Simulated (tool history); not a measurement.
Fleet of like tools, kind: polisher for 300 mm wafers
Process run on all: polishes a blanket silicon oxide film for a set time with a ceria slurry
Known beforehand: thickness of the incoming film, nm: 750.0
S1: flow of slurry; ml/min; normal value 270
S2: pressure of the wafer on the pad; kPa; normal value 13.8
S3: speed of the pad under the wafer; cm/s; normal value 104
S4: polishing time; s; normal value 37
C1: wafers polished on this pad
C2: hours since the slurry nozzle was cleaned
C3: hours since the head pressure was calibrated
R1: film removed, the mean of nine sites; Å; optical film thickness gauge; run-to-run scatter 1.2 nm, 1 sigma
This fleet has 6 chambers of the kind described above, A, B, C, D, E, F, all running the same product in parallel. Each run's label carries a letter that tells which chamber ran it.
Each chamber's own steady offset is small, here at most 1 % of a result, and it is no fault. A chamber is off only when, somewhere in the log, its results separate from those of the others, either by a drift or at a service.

run,hour,S1,S2,S3,S4,C1,C2,C3,R1
1E,9.3,270,13.8,104,37,887,71.4,737.9,993.23
# hour 13.7: chamber A: worn pad replaced by a new one
2C,19.6,270,13.8,104,37,567,130.8,565.6,1003.70
# hour 23.4: chamber D: worn pad replaced by a new one
3A,25.7,270,13.8,104,37,160,491.1,351.7,991.05
4B,32.7,270,13.8,104,37,692,355.7,528.4,962.20
# hour 41.5: chamber C: worn pad replaced by a new one
# hour 42.6: chamber E: worn pad replaced by a new one
5D,43.8,270,13.8,104,37,272,362.6,819.8,980.54
# hour 52.7: chamber F: worn pad replaced by a new one
6F,56.2,270,13.8,104,37,46,464.7,1014.0,969.33
# hour 56.9: chamber B: worn pad replaced by a new one
7B,62.3,270,13.8,104,37,72,385.3,558.0,976.79
8E,71.7,270,13.8,84,29,388,133.8,800.3,631.60
# hour 76.7: chamber D: slurry nozzle cleaned
9A,81.5,270,13.8,84,29,904,546.9,407.5,620.02
10C,94.0,270,13.8,84,29,699,205.2,640.0,628.70
# hour 96.9: chamber A: worn pad replaced by a new one
11D,107.2,270,13.8,84,29,1117,30.6,883.2,627.26
# hour 112.3: chamber D: worn pad replaced by a new one
12F,113.0,270,13.8,84,29,803,521.5,1070.8,618.05
13D,119.5,270,13.8,84,29,96,42.9,895.5,626.60
# hour 121.1: chamber C: worn pad replaced by a new one
# hour 121.5: chamber F: worn pad replaced by a new one
# hour 122.5: chamber A: slurry nozzle cleaned
# hour 127.1: chamber B: worn pad replaced by a new one
14B,128.9,270,13.8,104,37,24,451.9,624.6,1007.40
# hour 131.5: chamber B: head pressure recalibrated
# hour 135.7: chamber E: worn pad replaced by a new one
15E,139.4,270,13.8,104,37,49,201.5,868.0,1002.30
# hour 140.1: chamber F: head pressure recalibrated
16C,146.8,270,13.8,104,37,343,258.0,692.8,988.97
17A,159.8,305,13.8,104,37,838,37.3,485.8,986.58
# hour 171.4: chamber A: worn pad replaced by a new one
18F,172.8,305,13.8,104,37,684,581.3,32.7,1013.40
19E,182.3,305,13.8,104,37,621,244.4,910.9,971.04
# hour 192.7: chamber C: worn pad replaced by a new one
20C,193.8,305,13.8,104,37,15,305.0,739.8,988.93
21F,201.1,305,13.8,104,37,1061,609.6,61.0,985.44
# hour 201.6: chamber B: worn pad replaced by a new one
# hour 203.5: chamber F: worn pad replaced by a new one
# hour 206.6: chamber D: worn pad replaced by a new one
22B,210.7,305,13.8,104,37,122,533.7,79.2,992.54
23D,220.5,270,13.8,104,37,186,143.9,996.5,1004.10
# hour 226.8: chamber A: head pressure recalibrated
# hour 230.5: chamber E: worn pad replaced by a new one
24A,233.0,270,13.8,104,37,822,110.5,6.2,991.49
25A,244.2,270,13.8,104,37,971,121.7,17.4,994.67
# hour 245.0: chamber A: worn pad replaced by a new one
26E,253.7,270,13.8,104,37,309,315.8,982.3,976.01
# hour 263.6: chamber C: worn pad replaced by a new one
27B,265.7,270,13.8,104,37,855,588.7,134.2,1003.60
28D,273.3,270,13.8,104,37,889,196.7,1049.3,991.92
# hour 276.6: chamber F: worn pad replaced by a new one
# hour 278.0: chamber B: worn pad replaced by a new one
29F,280.8,270,13.8,104,37,56,689.3,140.7,988.87
30C,292.6,270,13.8,104,37,387,403.8,838.6,974.42
# hour 295.6: chamber D: worn pad replaced by a new one
31F,303.6,270,13.8,104,37,360,712.1,163.5,982.10
32E,315.1,325,15.9,104,37,1128,377.2,1043.7,1172.80
# hour 320.5: chamber A: worn pad replaced by a new one
33C,326.2,325,15.9,104,37,835,437.4,872.2,1173.10
34D,334.6,325,15.9,104,37,520,258.0,1110.6,1166.20
35B,345.0,325,15.9,104,37,893,668.0,213.5,1144.90
# hour 346.4: chamber B: worn pad replaced by a new one
36A,350.9,325,15.9,104,37,406,228.4,124.1,1128.30
37A,359.5,325,15.9,104,37,520,237.0,132.7,1151.10
# hour 359.8: chamber F: worn pad replaced by a new one
38F,366.7,270,13.8,104,37,92,775.2,226.6,984.77
39B,378.5,270,13.8,104,37,428,701.5,247.0,986.40

All chambers now run identical settings, listed one chamber a line with results as question marks. What results will each chamber show?
40A,388.0,270,13.8,84,37,,,,?
40B,388.0,270,13.8,84,37,,,,?
40C,388.0,270,13.8,84,37,,,,?
40D,388.0,270,13.8,84,37,,,,?
40E,388.0,270,13.8,84,37,,,,?
40F,388.0,270,13.8,84,37,,,,?

run,R1
40A,813.91
40B,797.94
40C,789.63
40D,795.50
40E,807.66
40F,786.79
